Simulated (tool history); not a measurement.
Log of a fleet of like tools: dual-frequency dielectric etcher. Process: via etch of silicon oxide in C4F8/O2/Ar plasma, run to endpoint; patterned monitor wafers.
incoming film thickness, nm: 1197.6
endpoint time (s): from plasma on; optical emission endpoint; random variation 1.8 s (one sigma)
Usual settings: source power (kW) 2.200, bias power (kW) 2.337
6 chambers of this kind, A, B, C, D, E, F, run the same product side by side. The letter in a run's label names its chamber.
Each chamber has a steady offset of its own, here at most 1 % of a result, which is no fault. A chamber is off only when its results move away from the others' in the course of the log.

run	hour	source power (kW)	bias power (kW)	endpoint time (s)
1C	6.0	2.200	2.337	218.47
2A	17.9	2.200	2.337	213.74
3B	24.5	2.200	2.337	220.65
4F	34.9	2.200	2.337	216.73
5E	44.2	2.200	2.337	213.27
6D	50.3	1.800	2.337	236.98
7D	59.7	1.800	2.337	237.23
8C	72.1	1.800	2.337	237.86
9E	80.3	1.800	2.337	238.07
10A	88.9	1.800	2.337	238.59
11B	95.7	1.800	2.337	237.26
# hour 101.5: chamber B: wet clean of the chamber
12F	105.7	2.200	2.337	217.52
13E	118.1	2.200	2.337	217.88
14C	130.6	2.200	2.337	215.47
15B	142.6	2.200	2.337	217.09
16D	153.1	2.200	2.337	221.20
17A	162.8	2.200	2.337	214.49
# hour 171.9: chamber A: wet clean of the chamber
18F	174.4	2.200	2.337	217.88
19B	182.9	2.200	2.337	215.75
20A	194.3	2.200	2.337	217.39
21F	206.1	2.200	2.337	217.92
# hour 208.6: chamber E: wet clean of the chamber
22D	215.5	2.200	2.337	220.29
23C	223.5	2.200	2.337	217.01
# hour 228.7: chamber C: wet clean of the chamber
24E	233.5	2.200	2.337	217.65
25D	244.3	2.200	2.337	219.38
# hour 246.7: chamber F: wet clean of the chamber
26A	253.3	2.200	2.337	218.56
27B	263.9	2.200	2.337	218.61
28E	270.0	1.820	2.337	234.18
29C	276.5	1.820	2.337	231.21
30F	283.4	1.820	2.337	231.78
31C	291.1	1.820	2.337	234.10
32A	302.4	1.820	2.337	234.78
33B	314.6	1.820	2.337	233.54
34D	327.4	2.200	2.337	217.11
35E	335.7	2.200	2.626	209.43
36F	343.6	2.200	2.626	210.71
37A	352.7	2.200	2.626	209.63
38B	365.3	2.200	2.626	210.24
39D	372.8	2.200	2.626	209.74
40C	379.5	2.200	2.626	208.21

Next, every chamber runs the same settings. What will each give?
41A	388.8	2.390	2.337	?
41B	388.8	2.390	2.337	?
41C	388.8	2.390	2.337	?
41D	388.8	2.390	2.337	?
41E	388.8	2.390	2.337	?
41F	388.8	2.390	2.337	?

run	endpoint time (s)
41A	209.49
41B	208.79
41C	209.92
41D	211.69
41E	210.14
41F	210.42
